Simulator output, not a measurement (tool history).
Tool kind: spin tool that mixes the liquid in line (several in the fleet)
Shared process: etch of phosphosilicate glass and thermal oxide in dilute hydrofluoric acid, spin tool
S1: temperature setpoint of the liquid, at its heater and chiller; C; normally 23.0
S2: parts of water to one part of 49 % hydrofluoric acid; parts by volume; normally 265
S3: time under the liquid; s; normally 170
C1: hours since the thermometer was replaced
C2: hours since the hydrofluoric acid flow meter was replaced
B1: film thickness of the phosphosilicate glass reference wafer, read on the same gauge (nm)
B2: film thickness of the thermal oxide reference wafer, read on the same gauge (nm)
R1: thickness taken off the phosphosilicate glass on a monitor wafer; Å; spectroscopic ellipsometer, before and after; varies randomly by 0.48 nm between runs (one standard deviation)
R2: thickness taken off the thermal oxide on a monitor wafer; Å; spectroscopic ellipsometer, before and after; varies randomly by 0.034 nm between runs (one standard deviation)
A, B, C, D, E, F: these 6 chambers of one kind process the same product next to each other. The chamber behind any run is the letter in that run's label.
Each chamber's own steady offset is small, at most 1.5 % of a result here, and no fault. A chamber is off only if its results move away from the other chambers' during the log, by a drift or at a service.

run 1C day=0.500 | S1=23.0 S2=265 S3=170 | C1=2092.5 C2=254.7 | B1=30.007 B2=89.999 | R1=545.15 R2=23.941
run 2A day=0.950 | S1=23.0 S2=265 S3=170 | C1=426.2 C2=146.4 | B1=29.987 B2=90.021 | R1=537.83 R2=24.671
run 3E day=1.450 | S1=23.0 S2=265 S3=170 | C1=1159.7 C2=692.6 | B1=30.001 B2=90.000 | R1=533.46 R2=24.271
run 4F day=2.083 | S1=23.0 S2=265 S3=170 | C1=844.3 C2=1760.1 | B1=29.997 B2=89.999 | R1=542.76 R2=24.738
run 5B day=2.588 | S1=23.0 S2=265 S3=170 | C1=878.7 C2=1068.0 | B1=29.999 B2=90.019 | R1=534.79 R2=24.553
run 6D day=3.042 | S1=23.0 S2=265 S3=170 | C1=1634.3 C2=1259.7 | B1=29.987 B2=90.013 | R1=538.60 R2=24.171
-- day=3.208 chamber D: hydrofluoric acid flow meter replaced
run 7D day=3.604 | S1=23.0 S2=265 S3=170 | C1=1647.8 C2=9.5 | B1=29.994 B2=89.991 | R1=537.57 R2=24.832
run 8E day=4.079 | S1=23.0 S2=265 S3=170 | C1=1222.8 C2=755.7 | B1=29.979 B2=90.005 | R1=528.15 R2=23.486
run 9B day=4.483 | S1=23.0 S2=265 S3=170 | C1=924.2 C2=1113.5 | B1=30.001 B2=89.963 | R1=531.74 R2=24.542
run 10F day=4.892 | S1=23.0 S2=265 S3=170 | C1=911.7 C2=1827.5 | B1=29.996 B2=90.007 | R1=526.33 R2=23.985
run 11A day=5.471 | S1=23.0 S2=265 S3=170 | C1=534.7 C2=254.9 | B1=30.007 B2=90.022 | R1=537.17 R2=23.978
run 12C day=5.779 | S1=23.0 S2=265 S3=170 | C1=2219.2 C2=381.4 | B1=29.992 B2=90.025 | R1=538.47 R2=24.206
run 13C day=6.296 | S1=23.0 S2=265 S3=170 | C1=2231.6 C2=393.8 | B1=29.993 B2=90.003 | R1=535.80 R2=24.171
run 14F day=6.650 | S1=23.0 S2=265 S3=170 | C1=953.9 C2=1869.7 | B1=29.991 B2=89.988 | R1=527.03 R2=23.873
run 15D day=7.067 | S1=20.0 S2=265 S3=90 | C1=1730.9 C2=92.6 | B1=30.000 B2=90.008 | R1=255.36 R2=11.290
run 16A day=7.708 | S1=20.0 S2=265 S3=90 | C1=588.4 C2=308.6 | B1=29.985 B2=89.997 | R1=253.54 R2=11.686
run 17E day=8.342 | S1=20.0 S2=265 S3=90 | C1=1325.1 C2=858.0 | B1=29.972 B2=89.998 | R1=257.79 R2=11.665
run 18B day=8.921 | S1=20.0 S2=265 S3=90 | C1=1030.7 C2=1220.0 | B1=30.003 B2=89.980 | R1=258.03 R2=11.725
-- day=9.125 chamber E: thermometer replaced
run 19B day=9.283 | S1=20.0 S2=265 S3=90 | C1=1039.4 C2=1228.7 | B1=30.007 B2=90.019 | R1=255.89 R2=11.721
run 20A day=9.600 | S1=20.0 S2=265 S3=90 | C1=633.8 C2=354.0 | B1=30.019 B2=90.004 | R1=253.75 R2=11.631
run 21D day=9.892 | S1=23.0 S2=265 S3=90 | C1=1798.7 C2=160.4 | B1=29.994 B2=90.000 | R1=283.34 R2=12.508
run 22F day=10.446 | S1=23.0 S2=265 S3=90 | C1=1045.0 C2=1960.8 | B1=29.973 B2=89.991 | R1=279.09 R2=12.532
run 23C day=10.792 | S1=23.0 S2=265 S3=90 | C1=2339.5 C2=501.7 | B1=29.994 B2=89.996 | R1=283.41 R2=12.761
run 24E day=11.225 | S1=23.0 S2=265 S3=90 | C1=50.5 C2=927.2 | B1=29.989 B2=90.002 | R1=285.63 R2=12.640
run 25C day=11.783 | S1=23.0 S2=265 S3=90 | C1=2363.3 C2=525.5 | B1=30.003 B2=89.995 | R1=282.56 R2=12.779
-- day=11.962 chamber C: thermometer replaced
run 26D day=12.158 | S1=23.0 S2=265 S3=90 | C1=1853.1 C2=214.8 | B1=29.995 B2=90.012 | R1=281.35 R2=12.740
run 27B day=12.521 | S1=23.0 S2=265 S3=170 | C1=1117.1 C2=1306.4 | B1=30.007 B2=89.995 | R1=543.67 R2=24.170
run 28A day=13.104 | S1=23.0 S2=265 S3=170 | C1=717.9 C2=438.1 | B1=30.007 B2=90.021 | R1=529.51 R2=24.479
run 29E day=13.496 | S1=26.5 S2=160 S3=170 | C1=105.0 C2=981.7 | B1=30.000 B2=90.022 | R1=1147.60 R2=51.005
run 30F day=13.962 | S1=26.5 S2=160 S3=170 | C1=1129.4 C2=2045.2 | B1=29.988 B2=89.976 | R1=1105.20 R2=49.169
run 31F day=14.612 | S1=26.5 S2=160 S3=170 | C1=1145.0 C2=2060.8 | B1=30.013 B2=89.986 | R1=1097.00 R2=49.227
-- day=14.729 chamber C: hydrofluoric acid flow meter replaced
run 32E day=14.929 | S1=26.5 S2=160 S3=170 | C1=139.4 C2=1016.1 | B1=29.998 B2=90.007 | R1=1133.30 R2=50.871
run 33A day=15.517 | S1=26.5 S2=160 S3=170 | C1=775.8 C2=496.0 | B1=30.001 B2=89.980 | R1=1132.20 R2=50.922
run 34B day=15.833 | S1=26.5 S2=160 S3=170 | C1=1196.6 C2=1385.9 | B1=30.026 B2=89.969 | R1=1164.90 R2=50.641
run 35C day=16.350 | S1=23.0 S2=265 S3=170 | C1=105.4 C2=38.9 | B1=29.991 B2=89.967 | R1=540.08 R2=24.203
run 36D day=16.962 | S1=23.0 S2=265 S3=170 | C1=1968.4 C2=330.1 | B1=30.020 B2=89.997 | R1=535.51 R2=24.384
run 37B day=17.338 | S1=23.0 S2=265 S3=170 | C1=1232.7 C2=1422.0 | B1=29.988 B2=90.006 | R1=533.33 R2=23.575
run 38D day=17.746 | S1=23.0 S2=265 S3=170 | C1=1987.2 C2=348.9 | B1=29.987 B2=90.012 | R1=535.60 R2=24.238

Does one chamber stand apart from the rest, does the shared gauge drift, or is all well apart from small per-chamber offsets? Give the chamber and the most likely cause, where there is one.

Little by little, chamber F moves away from the other chambers.
Most likely cause: hydrofluoric acid flow below the setpoint (%) = 3.97.
The log might look much the same if the cause were instead: liquid colder than its thermometer reads (K).

Here are 4 candidates for chamber F's next run, each the usual settings with a change, their results left as question marks. Which one brings its results back in line with what the others give on the usual settings?
A result is in line if it is within this distance of the other chambers' mean on the usual settings: R1 17.00 Å; R2 1.200 Å
run 39F-1 day=18.221 | S1=23.0 S2=255 S3=180 | R1=? R2=?
run 39F-2 day=18.221 | S1=23.0 S2=260 S3=175 | R1=? R2=?
run 39F-3 day=18.221 | S1=23.0 S2=275 S3=160 | R1=? R2=?
run 39F-4 day=18.221 | S1=23.0 S2=270 S3=165 | R1=? R2=?

Other chambers, usual settings, mean: R1 536.87 Å; R2 24.212 Å
run=39F-1 R1=570.17 R2=25.672
run=39F-2 R1=540.94 R2=24.356
run=39F-3 R1=460.71 R2=20.743
run=39F-4 R1=486.28 R2=21.895
The right change is 39F-2: it brings the chamber back within the allowed miss of the others.

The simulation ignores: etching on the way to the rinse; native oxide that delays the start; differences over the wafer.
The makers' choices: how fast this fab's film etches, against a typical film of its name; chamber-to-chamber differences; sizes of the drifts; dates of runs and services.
